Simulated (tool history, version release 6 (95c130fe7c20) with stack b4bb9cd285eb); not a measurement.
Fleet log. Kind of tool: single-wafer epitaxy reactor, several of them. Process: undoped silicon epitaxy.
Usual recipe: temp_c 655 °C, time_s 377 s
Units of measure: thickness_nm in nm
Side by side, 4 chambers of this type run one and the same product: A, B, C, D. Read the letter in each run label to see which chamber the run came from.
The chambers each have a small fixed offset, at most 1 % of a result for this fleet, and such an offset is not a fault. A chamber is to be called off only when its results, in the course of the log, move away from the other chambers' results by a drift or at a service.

run   hour  temp_c  time_s  hours since the last pyrometer calibration  read-back reference wafer on the same gauge, thickness_nm  thickness_nm
 1C    9.4     655     377                                       148.4                                                     60.785        69.895
 2D   19.2     655     377                                       750.0                                                     60.788        70.999
 3A   27.7     655     377                                      1405.2                                                     60.797        71.159
 4B   36.6     655     377                                       965.1                                                     60.775        70.093
 5A   42.4     655     377                                      1419.9                                                     60.791        71.312
 6D   53.4     655     377                                       784.2                                                     60.788        71.351
 7C   61.5     655     377                                       200.5                                                     60.861        69.997
 8B   69.1     655     377                                       997.6                                                     60.814        70.184
 9B   75.4     655     377                                      1003.9                                                     60.819        70.083
10D   86.5     655     429                                       817.3                                                     60.801        81.024
11A   96.4     655     429                                      1473.9                                                     60.828        81.140
12C  101.5     655     429                                       240.5                                                     60.792        79.263
13D  109.7     655     429                                       840.5                                                     60.786        80.813
14C  119.8     655     377                                       258.8                                                     60.829        69.514
15A  124.9     655     377                                      1502.4                                                     60.784        70.987
     133.2  -- chamber B: pyrometer calibrated
16B  135.4     655     377                                         2.2                                                     60.824        71.931
17B  145.3     644     335                                        12.1                                                     60.793        50.354
18C  154.8     644     335                                       293.8                                                     60.786        48.679
19A  166.0     644     335                                      1543.5                                                     60.776        49.849
20D  172.9     644     335                                       903.7                                                     60.791        49.765
21C  183.9     655     377                                       322.9                                                     60.794        69.536
22A  194.6     662     406                                      1572.1                                                     60.812        89.152
23D  203.7     662     406                                       934.5                                                     60.865        89.084
24B  213.7     662     406                                        80.5                                                     60.788        90.433
25D  221.6     662     406                                       952.4                                                     60.778        89.165
26C  226.8     655     377                                       365.8                                                     60.798        69.867
27B  234.4     643     419                                       101.2                                                     60.840        61.565
28A  245.6     643     419                                      1623.1                                                     60.798        61.137
29C  254.5     643     419                                       393.5                                                     60.742        59.408
30D  264.0     643     419                                       994.8                                                     60.821        60.776

What goes on in this fleet: one chamber off, a drifting gauge, or nothing beyond the chambers' own small offsets? Name the chamber and the cause, if any.

The work done on chamber B during a service left it standing apart from the others.
What lies behind it: wafer temperature above the value expected at the setpoint (K) = 1.45.

Chamber B could run next with any of the 4 candidate recipes listed below; each alters the usual settings, and their results appear as question marks. Which one brings its results back in line with what the other chambers deliver on the usual settings?
In-line tolerance around the mean of the other chambers on the usual settings: thickness_nm 0.590 nm
31B-1  272.1     654     375                                                                                                                    ?
31B-2  272.1     655     359                                                                                                                    ?
31B-3  272.1     656     379                                                                                                                    ?
31B-4  272.1     655     395                                                                                                                    ?

On the usual settings, the other chambers give on average: thickness_nm 70.664 nm
  run  thickness_nm
31B-1        70.452
31B-2        68.932
31B-3        74.373
31B-4        75.845
Change 31B-1 lands the chamber within the allowed miss of the other chambers.

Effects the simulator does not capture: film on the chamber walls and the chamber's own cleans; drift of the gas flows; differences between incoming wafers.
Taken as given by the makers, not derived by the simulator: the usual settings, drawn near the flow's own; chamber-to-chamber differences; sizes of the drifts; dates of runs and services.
